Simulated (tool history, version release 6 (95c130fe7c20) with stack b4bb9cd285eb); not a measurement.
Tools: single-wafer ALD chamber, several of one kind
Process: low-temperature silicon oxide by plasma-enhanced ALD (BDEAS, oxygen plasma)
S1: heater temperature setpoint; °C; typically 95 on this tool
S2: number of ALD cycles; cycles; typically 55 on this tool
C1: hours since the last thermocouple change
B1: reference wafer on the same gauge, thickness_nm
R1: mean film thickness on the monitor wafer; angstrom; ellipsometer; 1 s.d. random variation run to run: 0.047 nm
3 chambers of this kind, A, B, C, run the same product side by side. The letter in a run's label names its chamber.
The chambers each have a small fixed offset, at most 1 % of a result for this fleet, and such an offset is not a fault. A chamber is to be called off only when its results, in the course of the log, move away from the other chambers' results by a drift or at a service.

| run | hour | S1 | S2 | C1 | B1 | R1 |
|---|---|---|---|---|---|---|
| 1A | 3 | 95 | 55 | 235.3 | 7.0249 | 80.307 |
| 2C | 8.2 | 95 | 55 | 1162.3 | 7.024 | 79.274 |
| 3B | 11.6 | 95 | 55 | 1410.4 | 7.0276 | 80.102 |
| 4B | 15.1 | 95 | 55 | 1413.9 | 7.0207 | 81.105 |
| 5C | 19.5 | 95 | 55 | 1173.6 | 7.0162 | 80.375 |
| 6A | 23.2 | 90 | 55 | 255.5 | 7.0142 | 81.353 |
| 7B | 27.4 | 90 | 55 | 1426.2 | 7.0254 | 82.097 |
| 8A | 30.8 | 90 | 55 | 263.1 | 7.0189 | 80.914 |
| 9C | 35.1 | 95 | 55 | 1189.2 | 7.0281 | 79.84 |
| 10C | 40.2 | 95 | 55 | 1194.3 | 7.0175 | 79.34 |
| 11A | 45.1 | 95 | 55 | 277.4 | 7.0323 | 80.282 |
| 12B | 48.5 | 95 | 55 | 1447.3 | 7.0114 | 81 |
| 13C | 51.9 | 105 | 59 | 1206 | 7.0116 | 82.505 |
| 14A | 54.9 | 105 | 59 | 287.2 | 7.0196 | 83.643 |
| 15B | 59.6 | 105 | 59 | 1458.4 | 7.018 | 85.331 |
| 16B | 64.2 | 95 | 55 | 1463 | 7.0267 | 80.425 |
| 17A | 68.8 | 95 | 55 | 301.1 | 7.0216 | 80.439 |
| 18C | 72 | 95 | 55 | 1226.1 | 7.022 | 79.227 |
| 19B | 75.5 | 107 | 48 | 1474.3 | 7.0174 | 69.114 |
| 20C | 80.8 | 107 | 48 | 1234.9 | 7.0286 | 67.904 |

What goes on in this fleet: one chamber off, a drifting gauge, or nothing beyond the chambers' own small offsets? Name the chamber and the cause, if any.

Nothing is wrong: each chamber keeps only its own small, steady offset and the gauge holds still.
